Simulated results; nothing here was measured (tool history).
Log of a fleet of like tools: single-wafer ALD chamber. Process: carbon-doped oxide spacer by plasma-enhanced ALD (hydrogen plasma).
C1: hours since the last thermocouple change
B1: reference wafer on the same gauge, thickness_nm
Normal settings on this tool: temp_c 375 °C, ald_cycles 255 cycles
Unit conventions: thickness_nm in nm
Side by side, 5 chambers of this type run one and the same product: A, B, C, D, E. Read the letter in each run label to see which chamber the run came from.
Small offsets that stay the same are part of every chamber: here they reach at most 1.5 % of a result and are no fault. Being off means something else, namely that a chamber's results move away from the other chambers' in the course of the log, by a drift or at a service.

Run 1B, day 0.204: usual settings; C1 196; B1 15.003. Result: thickness_nm 12.64 nm.
Run 2C, day 0.442: usual settings; C1 106.5; B1 15.006. Result: thickness_nm 12.897 nm.
Run 3A, day 0.604: usual settings; C1 355.4; B1 14.999. Result: thickness_nm 12.836 nm.
Run 4D, day 0.917: usual settings; C1 729.7; B1 15.002. Result: thickness_nm 12.73 nm.
Run 5E, day 1.162: usual settings; C1 343.1; B1 15.004. Result: thickness_nm 12.775 nm.
Run 6D, day 1.338: usual settings; C1 739.8; B1 15.016. Result: thickness_nm 12.715 nm.
Run 7B, day 1.642: usual settings; C1 230.5; B1 15.01. Result: thickness_nm 12.677 nm.
Run 8C, day 1.888: usual settings; C1 141.2; B1 15.011. Result: thickness_nm 12.835 nm.
Run 9E, day 2.162: usual settings but temp_c 380 °C, ald_cycles 271 cycles; C1 367.1; B1 14.988. Result: thickness_nm 13.474 nm.
Run 10A, day 2.4: usual settings but temp_c 380 °C, ald_cycles 271 cycles; C1 398.5; B1 15.003. Result: thickness_nm 13.578 nm.
Run 11E, day 2.621: usual settings but temp_c 380 °C, ald_cycles 271 cycles; C1 378.1; B1 15.008. Result: thickness_nm 13.465 nm.
Run 12B, day 2.912: usual settings but temp_c 380 °C, ald_cycles 271 cycles; C1 261; B1 14.993. Result: thickness_nm 13.547 nm.
Run 13C, day 3.071: usual settings but temp_c 380 °C, ald_cycles 271 cycles; C1 169.6; B1 15.013. Result: thickness_nm 13.681 nm.
Run 14D, day 3.25: usual settings; C1 785.7; B1 14.994. Result: thickness_nm 12.645 nm.
Run 15A, day 3.404: usual settings; C1 422.6; B1 14.994. Result: thickness_nm 12.693 nm.
Run 16C, day 3.546: usual settings; C1 181; B1 15.021. Result: thickness_nm 12.861 nm.
Run 17D, day 3.854: usual settings; C1 800.2; B1 14.987. Result: thickness_nm 12.74 nm.
Run 18E, day 4.104: usual settings; C1 413.7; B1 14.997. Result: thickness_nm 12.807 nm.
Run 19A, day 4.25: usual settings; C1 442.9; B1 14.988. Result: thickness_nm 12.703 nm.
Run 20B, day 4.421: usual settings; C1 297.2; B1 14.983. Result: thickness_nm 12.625 nm.
Run 21A, day 4.679: usual settings; C1 453.2; B1 14.996. Result: thickness_nm 12.849 nm.
Run 22D, day 4.967: usual settings; C1 826.9; B1 15.02. Result: thickness_nm 12.727 nm.
Run 23B, day 5.225: usual settings; C1 316.5; B1 15.009. Result: thickness_nm 12.762 nm.
Run 24C, day 5.438: usual settings; C1 226.4; B1 14.983. Result: thickness_nm 12.9 nm.
Run 25E, day 5.642: usual settings; C1 450.6; B1 15.007. Result: thickness_nm 12.752 nm.
Run 26D, day 5.938: usual settings but temp_c 381 °C; C1 850.2; B1 15.003. Result: thickness_nm 12.715 nm.
Run 27C, day 6.175: usual settings but temp_c 381 °C; C1 244.1; B1 14.99. Result: thickness_nm 12.99 nm.
Run 28A, day 6.388: usual settings but temp_c 381 °C; C1 494.2; B1 14.995. Result: thickness_nm 12.803 nm.
Run 29B, day 6.662: usual settings but temp_c 381 °C; C1 351; B1 14.984. Result: thickness_nm 12.698 nm.
Run 30E, day 6.842: usual settings but temp_c 381 °C; C1 479.4; B1 14.994. Result: thickness_nm 12.877 nm.
Run 31B, day 7.142: usual settings; C1 362.5; B1 14.993. Result: thickness_nm 12.611 nm.
Run 32E, day 7.362: usual settings; C1 491.9; B1 15.011. Result: thickness_nm 12.813 nm.

The same settings go to every chamber for the next run, one line per chamber below. Forecast the results for each:
Run 33A, day 7.588: usual settings but temp_c 363 °C. Result: thickness_nm ?.
Run 33B, day 7.588: usual settings but temp_c 363 °C. Result: thickness_nm ?.
Run 33C, day 7.588: usual settings but temp_c 363 °C. Result: thickness_nm ?.
Run 33D, day 7.588: usual settings but temp_c 363 °C. Result: thickness_nm ?.
Run 33E, day 7.588: usual settings but temp_c 363 °C. Result: thickness_nm ?.

run  thickness_nm
33A        12.655
33B        12.615
33C        12.968
33D        12.682
33E        12.728
